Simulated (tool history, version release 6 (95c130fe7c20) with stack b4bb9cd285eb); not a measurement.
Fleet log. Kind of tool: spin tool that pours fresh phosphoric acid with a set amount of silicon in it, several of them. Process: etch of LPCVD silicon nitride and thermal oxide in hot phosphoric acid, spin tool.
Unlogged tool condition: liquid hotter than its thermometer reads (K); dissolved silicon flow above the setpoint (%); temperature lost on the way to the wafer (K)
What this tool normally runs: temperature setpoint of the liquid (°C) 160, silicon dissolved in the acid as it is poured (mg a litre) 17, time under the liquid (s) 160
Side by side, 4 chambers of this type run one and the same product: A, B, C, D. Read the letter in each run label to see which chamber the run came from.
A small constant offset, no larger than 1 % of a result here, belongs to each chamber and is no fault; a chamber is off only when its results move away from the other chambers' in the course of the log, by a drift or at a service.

run	hour	temperature setpoint of the liquid (°C)	silicon dissolved in the acid as it is poured (mg a litre)	time under the liquid (s)	hours since the thermometer was replaced	hours since the dissolved silicon flow meter was replaced	hours since the heated supply line was repaired	read-back film thickness of the LPCVD silicon nitride reference wafer, read on the same gauge (nm)	read-back film thickness of the thermal oxide reference wafer, read on the same gauge (nm)	thickness taken off the LPCVD silicon nitride on a monitor wafer (angstrom)	thickness taken off the thermal oxide on a monitor wafer (angstrom)
1D	5.5	160	17	160	94.6	1905	1411.3	99.992	60.012	124.86	2.6408
2C	16.6	160	17	160	290.6	1976.7	1068	100.01	59.964	126.19	3.172
3A	22.2	160	17	160	28.8	493.5	392	99.982	59.998	125.7	3.4373
4B	28.5	160	17	160	284.3	600.6	34.8	99.994	59.965	123.97	3.281
5C	33.9	160	17	160	307.9	1994	1085.3	99.977	60.029	125.6	3.4158
6A	45	160	17	190	51.6	516.3	414.8	100	60.02	149.13	3.458
7B	54	160	17	190	309.8	626.1	60.3	99.976	59.999	148.34	3.7111
# hour 55.1: chamber D: dissolved silicon flow meter replaced
8D	60.3	160	17	190	149.4	5.2	1466.1	100.02	59.989	150.93	3.8586
9C	66.6	160	17	190	340.6	2026.7	1118	99.988	60.026	151.98	3.5287
10A	72.3	160	21.5	255	78.9	543.6	442.1	99.982	59.987	197.57	4.364
11B	81.6	160	21.5	255	337.4	653.7	87.9	99.984	59.988	199.66	4.5193
12D	91	160	21.5	255	180.1	35.9	1496.8	99.983	59.991	202.66	4.7521
13B	96.9	160	21.5	255	352.7	669	103.2	99.984	59.979	200.01	3.9426
14A	102.2	160	17	160	108.8	573.5	472	100.01	59.981	125.52	3.126
# hour 108.7: chamber B: dissolved silicon flow meter replaced
15C	113	160	17	160	387	2073.1	1164.4	100.02	59.984	126.47	3.078
16D	123.1	160	17	160	212.2	68	1528.9	99.978	60	126.38	2.6338
17C	129.2	160	17	160	403.2	2089.3	1180.6	99.997	60.006	126.38	2.7702
18B	139.2	160	17	160	395	30.6	145.5	100.01	59.979	125.48	2.968
19D	150	160	17	160	239.1	94.9	1555.8	99.971	60.03	126.14	2.8498
20A	158.8	160	17	160	165.4	630.1	528.6	100	59.997	125.73	2.6261
21C	168.9	160	17	160	442.9	2129	1220.3	99.997	60.034	126.23	3.2876
22D	179.5	160	17	160	268.6	124.4	1585.3	100	59.982	125.54	2.7197
# hour 189.5: chamber C: dissolved silicon flow meter replaced
23A	190.1	160	17	160	196.7	661.4	559.9	99.993	60.046	125.06	2.767
24B	201.4	160	17	160	457.2	92.8	207.7	100.01	59.99	124.71	2.9764
25C	206.8	160	17	160	480.8	17.4	1258.2	99.995	60	126.37	2.7039
26B	216.7	160	17	160	472.5	108.1	223	100.01	60.021	126.12	2.8262
27D	226.6	160	17	160	315.7	171.5	1632.4	99.995	60.004	126.03	3.0663

Does one chamber stand apart from the rest, does the shared gauge drift, or is all well apart from small per-chamber offsets? Give the chamber and the most likely cause, where there is one.

The fleet is healthy, with each chamber sitting at its usual small offset and no drift in the gauge.

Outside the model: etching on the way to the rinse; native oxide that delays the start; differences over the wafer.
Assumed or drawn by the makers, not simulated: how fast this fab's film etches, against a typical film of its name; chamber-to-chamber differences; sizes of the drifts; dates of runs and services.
